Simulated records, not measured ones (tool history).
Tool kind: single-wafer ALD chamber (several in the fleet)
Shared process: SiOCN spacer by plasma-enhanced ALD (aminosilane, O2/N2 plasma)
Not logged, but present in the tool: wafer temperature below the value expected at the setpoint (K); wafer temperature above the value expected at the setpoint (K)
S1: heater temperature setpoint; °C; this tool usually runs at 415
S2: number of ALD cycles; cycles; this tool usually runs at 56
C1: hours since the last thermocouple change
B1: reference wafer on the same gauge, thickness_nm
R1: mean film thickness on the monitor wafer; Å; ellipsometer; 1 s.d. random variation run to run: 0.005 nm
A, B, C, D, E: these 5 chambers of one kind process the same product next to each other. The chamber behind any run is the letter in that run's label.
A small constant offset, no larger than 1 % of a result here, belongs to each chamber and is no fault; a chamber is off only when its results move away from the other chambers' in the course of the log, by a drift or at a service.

run 1B hour=5.2 | S1=415 S2=56 | C1=1386.9 | B1=3.4420 | R1=32.303
run 2C hour=8.8 | S1=415 S2=56 | C1=830.9 | B1=3.4406 | R1=32.012
run 3A hour=12.0 | S1=415 S2=56 | C1=1096.1 | B1=3.4412 | R1=32.283
run 4D hour=15.6 | S1=415 S2=56 | C1=598.3 | B1=3.4431 | R1=32.101
run 5E hour=20.0 | S1=415 S2=56 | C1=173.9 | B1=3.4425 | R1=32.161
run 6B hour=22.9 | S1=415 S2=56 | C1=1404.6 | B1=3.4427 | R1=32.238
run 7C hour=26.6 | S1=415 S2=56 | C1=848.7 | B1=3.4428 | R1=32.012
run 8A hour=29.5 | S1=415 S2=56 | C1=1113.6 | B1=3.4450 | R1=32.225
run 9E hour=34.7 | S1=415 S2=56 | C1=188.6 | B1=3.4445 | R1=32.261
run 10D hour=40.6 | S1=415 S2=56 | C1=623.3 | B1=3.4438 | R1=32.249
run 11B hour=44.9 | S1=415 S2=56 | C1=1426.6 | B1=3.4464 | R1=32.162
run 12A hour=48.9 | S1=415 S2=56 | C1=1133.0 | B1=3.4478 | R1=32.337
run 13D hour=52.8 | S1=429 S2=50 | C1=635.5 | B1=3.4488 | R1=27.451
run 14C hour=57.8 | S1=429 S2=50 | C1=879.9 | B1=3.4488 | R1=27.418
run 15E hour=61.4 | S1=429 S2=50 | C1=215.3 | B1=3.4476 | R1=27.489
run 16B hour=66.8 | S1=429 S2=50 | C1=1448.5 | B1=3.4497 | R1=27.624
-- hour=70.8 chamber A: thermocouple changed; heater temperature recalibrated
run 17A hour=71.7 | S1=429 S2=50 | C1=0.9 | B1=3.4506 | R1=27.544
run 18E hour=78.0 | S1=404 S2=61 | C1=231.9 | B1=3.4509 | R1=36.337
run 19D hour=82.7 | S1=404 S2=61 | C1=665.4 | B1=3.4516 | R1=36.271
run 20C hour=88.2 | S1=404 S2=61 | C1=910.3 | B1=3.4527 | R1=36.224
run 21A hour=91.9 | S1=404 S2=61 | C1=21.1 | B1=3.4522 | R1=36.465
run 22D hour=98.0 | S1=404 S2=61 | C1=680.7 | B1=3.4528 | R1=36.261
run 23C hour=102.4 | S1=415 S2=56 | C1=924.5 | B1=3.4546 | R1=32.147
run 24B hour=108.6 | S1=415 S2=56 | C1=1490.3 | B1=3.4560 | R1=32.429
run 25E hour=114.1 | S1=424 S2=61 | C1=268.0 | B1=3.4550 | R1=34.215
run 26E hour=119.4 | S1=424 S2=61 | C1=273.3 | B1=3.4567 | R1=34.353
run 27C hour=122.4 | S1=424 S2=61 | C1=944.5 | B1=3.4566 | R1=34.134
run 28A hour=125.3 | S1=424 S2=61 | C1=54.5 | B1=3.4583 | R1=34.257
run 29B hour=130.7 | S1=424 S2=61 | C1=1512.4 | B1=3.4586 | R1=34.264
run 30D hour=134.1 | S1=415 S2=56 | C1=716.8 | B1=3.4591 | R1=32.349
run 31A hour=139.1 | S1=415 S2=56 | C1=68.3 | B1=3.4600 | R1=32.397
run 32D hour=144.6 | S1=415 S2=56 | C1=727.3 | B1=3.4593 | R1=32.266
run 33B hour=149.8 | S1=415 S2=56 | C1=1531.5 | B1=3.4612 | R1=32.407
run 34E hour=155.8 | S1=415 S2=56 | C1=309.7 | B1=3.4600 | R1=32.336

Which is it: a chamber that has drifted or been left off by a service, a gauge drift common to all chambers, or only each chamber's usual small offset? If a chamber is off, name it and its likeliest cause.

No chamber is off; the gauge reading every chamber's wafers drifts, which makes the whole fleet appear to move together.
Most likely cause: gauge reads high (%) = 0.64.

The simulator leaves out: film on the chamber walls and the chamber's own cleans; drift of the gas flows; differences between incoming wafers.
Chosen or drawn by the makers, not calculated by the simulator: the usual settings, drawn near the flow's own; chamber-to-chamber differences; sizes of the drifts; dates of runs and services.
